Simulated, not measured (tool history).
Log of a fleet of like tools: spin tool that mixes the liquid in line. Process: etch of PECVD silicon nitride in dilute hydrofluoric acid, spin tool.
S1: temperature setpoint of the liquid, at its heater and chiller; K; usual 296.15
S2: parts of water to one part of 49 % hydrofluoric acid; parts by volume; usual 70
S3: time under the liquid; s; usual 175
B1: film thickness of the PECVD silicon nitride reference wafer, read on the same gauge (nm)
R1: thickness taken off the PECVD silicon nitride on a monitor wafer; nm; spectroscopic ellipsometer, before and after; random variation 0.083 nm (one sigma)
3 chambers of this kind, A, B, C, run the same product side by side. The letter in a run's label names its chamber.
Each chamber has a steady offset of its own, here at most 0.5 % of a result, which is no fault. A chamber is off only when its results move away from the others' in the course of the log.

run   hour      S1   S2   S3      B1       R1
 1A    8.1  296.15   70  175  120.00  10.0490
 2C   18.2  296.15   70  175  120.00  10.0480
 3B   25.0  296.15   70  175  120.01  10.0200
 4A   35.6  296.15   70  175  120.03  10.1400
 5C   43.8  296.15   70  175  120.01   9.8699
 6B   52.5  296.15  100  120  120.00   4.8911
 7C   61.4  296.15  100  120  120.00   4.8683
 8A   70.9  296.15  100  120  120.00   4.9275
 9B   79.8  296.15   70  175  119.98   9.7053
10C   86.4  296.15   70  175  120.00  10.1090
11A   92.6  296.15   70  175  120.02  10.2000
12B   98.7  296.15   70  175  120.00   9.6361
13B  107.4  296.15   70  175  119.98   9.4664
14C  113.4  296.15   70  175  120.01  10.0160
15A  118.3  296.15   70  175  120.00  10.0910
16C  128.2  296.15   70  175  120.02  10.0810
17A  134.7  296.15   70  175  120.01  10.0040
18B  140.1  296.15   70  175  119.98   9.0992
19A  145.1  296.15   70  175  120.02  10.0950
20B  153.2  296.15   70  175  120.00   8.9909
21C  160.0  296.15   70  175  119.98  10.1910

Is one chamber off against the others, does the gauge drift, or is nothing wrong? If a chamber is off, say which, and what the likeliest cause is.

Chamber B drifts away from the others.
Cause: liquid colder than its thermometer reads (K) = 1.78.
The log may not tell that from: hydrofluoric acid flow below the setpoint (%).

Here are 4 candidates for chamber B's next run, each the usual settings with a change, their results left as question marks. Which one brings its results back in line with what the others give on the usual settings?
In line means no further than this from the other chambers' mean on the usual settings: R1 0.2900 nm
22B-1  167.9  296.65  65  205       ?
22B-2  167.9  298.15  70  175       ?
22B-3  167.9  295.65  75  150       ?
22B-4  167.9  296.15  70  155       ?

The other chambers' mean on the usual settings: R1 10.0950 nm
  run       R1
22B-1  11.6460
22B-2  10.2450
22B-3   6.9345
22B-4   7.9242
22B-2 brings the chamber back in line.

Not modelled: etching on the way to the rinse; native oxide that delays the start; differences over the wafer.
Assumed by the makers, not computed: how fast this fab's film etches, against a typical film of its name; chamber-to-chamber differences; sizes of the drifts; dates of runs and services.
